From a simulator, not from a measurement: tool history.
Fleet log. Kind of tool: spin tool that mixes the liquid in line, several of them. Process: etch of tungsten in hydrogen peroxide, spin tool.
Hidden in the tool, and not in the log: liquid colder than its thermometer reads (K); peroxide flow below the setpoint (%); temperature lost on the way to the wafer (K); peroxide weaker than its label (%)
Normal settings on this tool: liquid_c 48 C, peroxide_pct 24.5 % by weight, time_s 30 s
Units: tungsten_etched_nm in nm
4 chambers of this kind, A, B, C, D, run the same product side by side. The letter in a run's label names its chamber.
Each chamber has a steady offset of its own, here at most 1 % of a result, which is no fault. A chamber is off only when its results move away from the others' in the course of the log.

run   hour  liquid_c  peroxide_pct  time_s  hours since the thermometer was replaced  hours since the peroxide flow meter was replaced  hours since the heated supply line was repaired  hours since the drum of peroxide was connected  read-back film thickness of the tungsten reference wafer, read on the same gauge (nm)  tungsten_etched_nm
       2.3  -- chamber B: thermometer replaced
 1D    7.5        48          24.5      30                                     710.2                                             100.4                                           2536.7                                           169.6                                                                                 120.01              42.611
 2C   13.9        48          24.5      30                                     406.6                                             615.5                                           1368.3                                             815                                                                                 119.99              42.566
 3A   25.2        48          24.5      30                                      90.2                                             784.8                                             56.2                                           483.3                                                                                 120.01              42.656
 4B   33.1        48          24.5      30                                      30.9                                             124.7                                            469.6                                           188.3                                                                                 120.03              42.544
 5C   39.2        48          24.5      30                                     431.9                                             640.8                                           1393.6                                           840.3                                                                                 119.99              42.448
 6D   49.8        48          24.5      30                                     752.5                                             142.7                                             2579                                           211.9                                                                                 120.02              42.606
 7B   56.4        48          24.5      30                                      54.2                                               148                                            492.9                                           211.6                                                                                 119.98              42.467
 8A   67.4        48          24.5      30                                     132.4                                               827                                             98.4                                           525.5                                                                                 120.02              42.409
 9A   79.9      44.5          24.5      45                                     144.9                                             839.5                                            110.9                                             538                                                                                    120              51.148
10C   91.6      44.5          24.5      45                                     484.3                                             693.2                                             1446                                           892.7                                                                                    120              50.655
11D  103.3      44.5          24.5      45                                       806                                             196.2                                           2632.5                                           265.4                                                                                 120.03              51.701
12B    115      44.5          24.5      45                                     112.8                                             206.6                                            551.5                                           270.2                                                                                 119.98              50.952
13C  120.9      53.5          24.5      40                                     513.6                                             722.5                                           1475.3                                             922                                                                                 120.01              79.343
14B  126.9      53.5          24.5      40                                     124.7                                             218.5                                            563.4                                           282.1                                                                                 120.03              79.951
     131.7  -- chamber C: new drum of peroxide connected
15D  135.4      53.5          24.5      40                                     838.1                                             228.3                                           2664.6                                           297.5                                                                                 119.99              78.909
16A  145.3      53.5          24.5      40                                     210.3                                             904.9                                            176.3                                           603.4                                                                                 119.97              77.824
17C  157.2        48            30      30                                     549.9                                             758.8                                           1511.6                                            25.6                                                                                 120.02              47.021
     162.4  -- chamber D: new drum of peroxide connected
18A  167.1        48            30      30                                     232.1                                             926.7                                            198.1                                           625.2                                                                                 119.98              46.182
19D  178.8        48            30      30                                     881.5                                             271.7                                             2708                                            16.4                                                                                 120.01              47.042
20B  185.3        48            30      30                                     183.1                                             276.9                                            621.8                                           340.5                                                                                 119.99              46.941
21A  191.3        48          24.5      30                                     256.3                                             950.9                                            222.3                                           649.4                                                                                 119.97              41.582
22C  198.7        48          24.5      30                                     591.4                                             800.3                                           1553.1                                            67.1                                                                                 119.97              41.969
23B  206.8        48          24.5      30                                     204.6                                             298.4                                            643.3                                             362                                                                                 120.02              42.619
24D  217.3        48          24.5      30                                       920                                             310.2                                           2746.5                                            54.9                                                                                 120.01              42.639
25C  225.3        54          24.5      30                                       618                                             826.9                                           1579.7                                            93.7                                                                                 120.01              61.347
26D  237.6        54          24.5      30                                     940.3                                             330.5                                           2766.8                                            75.2                                                                                    120              60.667
27B  249.4        54          24.5      30                                     247.2                                               341                                            685.9                                           404.6                                                                                 119.98              61.484
       258  -- chamber B: new drum of peroxide connected
28A  260.1        54          24.5      30                                     325.1                                            1019.7                                            291.1                                           718.2                                                                                 119.99              58.371
29A  270.2      40.5          24.5      30                                     335.2                                            1029.8                                            301.2                                           728.3                                                                                 119.99               25.32
30D  277.8      40.5          24.5      30                                     980.5                                             370.7                                             2807                                           115.4                                                                                 119.97              26.524
31B  283.8      40.5          24.5      30                                     281.6                                             375.4                                            720.3                                            25.9                                                                                 119.99              26.412

The same settings go to every chamber for the next run, one line per chamber below. Forecast the results for each:
32A  292.8        48            30      30                                                                                                                                                                                                                                                                                                       ?
32B  292.8        48            30      30                                                                                                                                                                                                                                                                                                       ?
32C  292.8        48            30      30                                                                                                                                                                                                                                                                                                       ?
32D  292.8        48            30      30                                                                                                                                                                                                                                                                                                       ?

run  tungsten_etched_nm
32A              45.017
32B              47.021
32C              46.556
32D              47.121
